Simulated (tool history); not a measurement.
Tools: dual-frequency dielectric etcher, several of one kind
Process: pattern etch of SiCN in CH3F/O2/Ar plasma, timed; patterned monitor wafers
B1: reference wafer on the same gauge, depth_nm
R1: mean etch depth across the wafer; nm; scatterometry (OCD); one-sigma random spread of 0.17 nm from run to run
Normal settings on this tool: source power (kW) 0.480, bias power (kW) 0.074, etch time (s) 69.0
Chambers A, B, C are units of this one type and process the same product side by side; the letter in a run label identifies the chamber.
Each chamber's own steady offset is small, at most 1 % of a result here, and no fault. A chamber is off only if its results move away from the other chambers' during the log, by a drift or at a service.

-- day=0.150 chamber C: source power generator calibrated
run 1C day=0.283 | source_power_(kW)=0.480 bias_power_(kW)=0.074 etch_time_(s)=69.0 | B1=31.426 | R1=27.537
run 2A day=0.542 | source_power_(kW)=0.480 bias_power_(kW)=0.074 etch_time_(s)=69.0 | B1=31.382 | R1=27.935
run 3B day=0.950 | source_power_(kW)=0.480 bias_power_(kW)=0.074 etch_time_(s)=69.0 | B1=31.387 | R1=27.384
run 4A day=1.188 | source_power_(kW)=0.480 bias_power_(kW)=0.074 etch_time_(s)=69.0 | B1=31.422 | R1=28.458
run 5C day=1.567 | source_power_(kW)=0.480 bias_power_(kW)=0.085 etch_time_(s)=69.0 | B1=31.387 | R1=29.368
run 6B day=1.792 | source_power_(kW)=0.480 bias_power_(kW)=0.085 etch_time_(s)=69.0 | B1=31.386 | R1=29.252
run 7C day=2.200 | source_power_(kW)=0.480 bias_power_(kW)=0.085 etch_time_(s)=69.0 | B1=31.390 | R1=29.443
run 8A day=2.533 | source_power_(kW)=0.480 bias_power_(kW)=0.074 etch_time_(s)=69.0 | B1=31.374 | R1=28.494
-- day=2.700 chamber A: wet clean of the chamber
run 9B day=2.829 | source_power_(kW)=0.480 bias_power_(kW)=0.074 etch_time_(s)=69.0 | B1=31.414 | R1=28.082
run 10C day=3.100 | source_power_(kW)=0.480 bias_power_(kW)=0.074 etch_time_(s)=69.0 | B1=31.374 | R1=27.807
run 11B day=3.338 | source_power_(kW)=0.480 bias_power_(kW)=0.074 etch_time_(s)=69.0 | B1=31.405 | R1=27.808
run 12A day=3.588 | source_power_(kW)=0.480 bias_power_(kW)=0.074 etch_time_(s)=84.5 | B1=31.429 | R1=34.351
run 13A day=3.988 | source_power_(kW)=0.480 bias_power_(kW)=0.074 etch_time_(s)=84.5 | B1=31.418 | R1=34.261
run 14B day=4.242 | source_power_(kW)=0.480 bias_power_(kW)=0.074 etch_time_(s)=84.5 | B1=31.429 | R1=34.077
-- day=4.300 chamber C: wet clean of the chamber
run 15C day=4.483 | source_power_(kW)=0.480 bias_power_(kW)=0.074 etch_time_(s)=69.0 | B1=31.409 | R1=28.153
run 16A day=4.779 | source_power_(kW)=0.480 bias_power_(kW)=0.074 etch_time_(s)=69.0 | B1=31.429 | R1=28.215
run 17C day=5.050 | source_power_(kW)=0.480 bias_power_(kW)=0.074 etch_time_(s)=69.0 | B1=31.399 | R1=27.949
run 18B day=5.275 | source_power_(kW)=0.480 bias_power_(kW)=0.074 etch_time_(s)=69.0 | B1=31.404 | R1=27.966
run 19C day=5.692 | source_power_(kW)=0.480 bias_power_(kW)=0.074 etch_time_(s)=69.0 | B1=31.398 | R1=27.977
run 20A day=5.938 | source_power_(kW)=0.480 bias_power_(kW)=0.074 etch_time_(s)=69.0 | B1=31.379 | R1=28.073
run 21B day=6.317 | source_power_(kW)=0.480 bias_power_(kW)=0.074 etch_time_(s)=69.0 | B1=31.373 | R1=27.638
run 22B day=6.621 | source_power_(kW)=0.480 bias_power_(kW)=0.074 etch_time_(s)=69.0 | B1=31.384 | R1=27.768

For the next run the whole fleet of 3 chambers uses the same settings. Give each chamber's results:
run 23A day=6.925 | source_power_(kW)=0.480 bias_power_(kW)=0.074 etch_time_(s)=69.0 | R1=?
run 23B day=6.925 | source_power_(kW)=0.480 bias_power_(kW)=0.074 etch_time_(s)=69.0 | R1=?
run 23C day=6.925 | source_power_(kW)=0.480 bias_power_(kW)=0.074 etch_time_(s)=69.0 | R1=?

run=23A R1=28.035
run=23B R1=27.968
run=23C R1=27.884
